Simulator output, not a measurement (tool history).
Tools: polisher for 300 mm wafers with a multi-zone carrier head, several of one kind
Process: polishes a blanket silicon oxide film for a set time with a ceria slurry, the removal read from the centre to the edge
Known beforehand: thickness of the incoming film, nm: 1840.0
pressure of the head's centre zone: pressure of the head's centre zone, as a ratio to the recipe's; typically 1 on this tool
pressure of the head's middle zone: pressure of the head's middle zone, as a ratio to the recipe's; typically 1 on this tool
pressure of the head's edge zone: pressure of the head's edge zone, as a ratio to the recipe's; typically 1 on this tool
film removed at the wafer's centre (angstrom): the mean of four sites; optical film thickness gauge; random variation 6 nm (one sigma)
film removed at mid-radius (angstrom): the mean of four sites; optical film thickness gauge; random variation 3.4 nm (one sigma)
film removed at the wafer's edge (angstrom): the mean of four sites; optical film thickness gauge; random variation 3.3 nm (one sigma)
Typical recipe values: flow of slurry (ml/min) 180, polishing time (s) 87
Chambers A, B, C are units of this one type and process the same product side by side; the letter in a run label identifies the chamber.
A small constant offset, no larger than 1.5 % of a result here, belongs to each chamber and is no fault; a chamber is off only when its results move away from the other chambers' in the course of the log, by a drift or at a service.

| run | hour | flow of slurry (ml/min) | pressure of the head's centre zone | pressure of the head's middle zone | pressure of the head's edge zone | polishing time (s) | wafers polished on this pad | hours since the slurry nozzle was cleaned | hours since the centre zone pressure was calibrated | hours since the edge zone pressure was calibrated | film removed at the wafer's centre (angstrom) | film removed at mid-radius (angstrom) | film removed at the wafer's edge (angstrom) |
|---|---|---|---|---|---|---|---|---|---|---|---|---|---|
| 1A | 7.4 | 180 | 1 | 1 | 1 | 87 | 251 | 327.7 | 476.4 | 734.9 | 4204.7 | 3992.2 | 3982.5 |
|  | 16.6 | chamber C: slurry nozzle cleaned |
|  | 16.9 | chamber B: edge zone pressure recalibrated |
| 2B | 18.5 | 180 | 1 | 1 | 1 | 87 | 468 | 308.8 | 1215.1 | 1.7 | 4008.8 | 4079.7 | 4091.1 |
|  | 24.4 | chamber C: centre zone pressure recalibrated |
| 3C | 30.1 | 180 | 1 | 1 | 1 | 87 | 602 | 13.6 | 5.7 | 552.9 | 4008.6 | 4055.4 | 4041.6 |
| 4C | 37.5 | 180 | 1 | 1 | 1 | 87 | 651 | 21 | 13.1 | 560.3 | 4109.4 | 4055.6 | 4040.6 |
|  | 37.7 | chamber A: worn pad replaced by a new one |
| 5A | 45 | 180 | 1 | 1 | 1 | 87 | 48 | 365.3 | 514 | 772.5 | 3933.5 | 4029.9 | 4015.7 |
| 6B | 54.8 | 180 | 1 | 1 | 1 | 87 | 709 | 345.1 | 1251.4 | 38 | 4084.6 | 4037.8 | 4051.4 |
| 7B | 65.4 | 180 | 1 | 1 | 1 | 87 | 779 | 355.7 | 1262 | 48.6 | 4150.8 | 4131.8 | 4016.3 |
| 8A | 75.7 | 180 | 1 | 1 | 1 | 87 | 252 | 396 | 544.7 | 803.2 | 4072.3 | 4070.1 | 4041.8 |
| 9C | 89.6 | 180 | 1 | 1 | 1 | 87 | 997 | 73.1 | 65.2 | 612.4 | 4012.7 | 4014.8 | 4070.4 |
| 10C | 100.8 | 180 | 1 | 1 | 1 | 87 | 1071 | 84.3 | 76.4 | 623.6 | 4136.1 | 4084.6 | 4048.5 |
| 11B | 108 | 180 | 1 | 1 | 1 | 87 | 1062 | 398.3 | 1304.6 | 91.2 | 4054 | 4007.2 | 4015.4 |
|  | 110.5 | chamber C: worn pad replaced by a new one |
| 12A | 117.1 | 180 | 1 | 1 | 1 | 87 | 527 | 437.4 | 586.1 | 844.6 | 4097.4 | 4065.3 | 4009.7 |
|  | 121.6 | chamber A: worn pad replaced by a new one |
| 13C | 127.1 | 180 | 1 | 1 | 1 | 87 | 110 | 110.6 | 102.7 | 649.9 | 4022.2 | 4076.3 | 3990 |
| 14A | 137.5 | 180 | 1 | 1 | 1 | 87 | 105 | 457.8 | 606.5 | 865 | 4045 | 4030.8 | 3999 |
| 15B | 146.7 | 180 | 1 | 1 | 1 | 87 | 1319 | 437 | 1343.3 | 129.9 | 3909.9 | 3974 | 3947.9 |
| 16B | 155.2 | 180 | 1 | 1 | 1 | 87 | 1375 | 445.5 | 1351.8 | 138.4 | 4015 | 4033.4 | 3935.4 |
| 17A | 171 | 180 | 1 | 0.89 | 0.93 | 87 | 328 | 491.3 | 640 | 898.5 | 4180 | 3653.7 | 3855.1 |
| 18C | 180.3 | 180 | 1 | 0.89 | 0.93 | 87 | 463 | 163.8 | 155.9 | 703.1 | 4084.4 | 3635.6 | 3906.1 |
| 19A | 188.3 | 180 | 1 | 0.89 | 0.93 | 87 | 442 | 508.6 | 657.3 | 915.8 | 4139.5 | 3632 | 3910.6 |
|  | 198.8 | chamber A: worn pad replaced by a new one |
| 20B | 202.2 | 180 | 1 | 1 | 1 | 72 | 1687 | 492.5 | 1398.8 | 185.4 | 3275.2 | 3189.8 | 3146.3 |
| 21C | 211.5 | 180 | 1 | 1 | 1 | 72 | 670 | 195 | 187.1 | 734.3 | 3382 | 3380.7 | 3313.4 |
| 22B | 225.4 | 180 | 1 | 1 | 1 | 72 | 1841 | 515.7 | 1422 | 208.6 | 3273.2 | 3186.6 | 3100.9 |
| 23C | 232.7 | 180 | 1 | 1 | 1 | 87 | 811 | 216.2 | 208.3 | 755.5 | 4047.3 | 4081.3 | 3958.2 |
|  | 244.5 | chamber B: centre zone pressure recalibrated |
| 24A | 244.5 | 180 | 1 | 1 | 1 | 87 | 303 | 564.8 | 713.5 | 972 | 4107.8 | 4024.2 | 4021.3 |
| 25B | 253 | 180 | 1 | 1 | 1 | 87 | 2025 | 543.3 | 8.6 | 236.2 | 3741.5 | 3811.2 | 3750.4 |
| 26C | 262.6 | 180 | 1 | 1 | 1 | 87 | 1009 | 246.1 | 238.2 | 785.4 | 4065.9 | 4106 | 3955.9 |
|  | 272.2 | chamber B: slurry nozzle cleaned |
| 27A | 273 | 180 | 1 | 1 | 1 | 87 | 493 | 593.3 | 742 | 1000.5 | 4160.5 | 4044.9 | 4019 |
| 28B | 282.4 | 180 | 1 | 1 | 1 | 87 | 2220 | 10.3 | 38 | 265.6 | 3710.7 | 3785.6 | 3670.1 |
| 29C | 291.2 | 180 | 1 | 1 | 1 | 87 | 1199 | 274.7 | 266.8 | 814 | 4211.1 | 4086.6 | 3983.4 |

Decide between three cases: one chamber stands off from its peers, the gauge reading all wafers drifts, or nothing is wrong past each chamber's small offset. Where a chamber is off, say which and what most likely put it there.

It is chamber B that slowly wanders off from its peers.
What lies behind it: removal rate lost through wear of the pad, % = 9.53.

Which of the 4 candidates below, each the usual settings with something changed and its results left as question marks, puts chamber B back in line with what the other chambers give on the usual settings?
Allowed miss from the other chambers' usual-settings mean, per result, to count as in line: film removed at the wafer's centre (angstrom) 210; film removed at mid-radius (angstrom) 120; film removed at the wafer's edge (angstrom) 110
| 30B-1 | 302.6 | 185 | 1.01 | 1 | 1 | 95 |  |  |  |  | ? | ? | ? |
| 30B-2 | 302.6 | 185 | 1.02 | 1 | 1 | 105 |  |  |  |  | ? | ? | ? |
| 30B-3 | 302.6 | 175 | 0.99 | 1 | 1 | 79 |  |  |  |  | ? | ? | ? |
| 30B-4 | 302.6 | 175 | 0.98 | 1 | 1 | 72 |  |  |  |  | ? | ? | ? |

What the other chambers average on the usual settings: film removed at the wafer's centre (angstrom) 4067.2; film removed at mid-radius (angstrom) 4048.1; film removed at the wafer's edge (angstrom) 4018.3
| run | film removed at the wafer's centre (angstrom) | film removed at mid-radius (angstrom) | film removed at the wafer's edge (angstrom) |
|---|---|---|---|
| 30B-1 | 4099.2 | 4059.4 | 4007.3 |
| 30B-2 | 4579.1 | 4486.4 | 4429.1 |
| 30B-3 | 3303.5 | 3346.7 | 3311.1 |
| 30B-4 | 2977.9 | 3050.3 | 3017.7 |
Change 30B-1 lands the chamber within the allowed miss of the other chambers.

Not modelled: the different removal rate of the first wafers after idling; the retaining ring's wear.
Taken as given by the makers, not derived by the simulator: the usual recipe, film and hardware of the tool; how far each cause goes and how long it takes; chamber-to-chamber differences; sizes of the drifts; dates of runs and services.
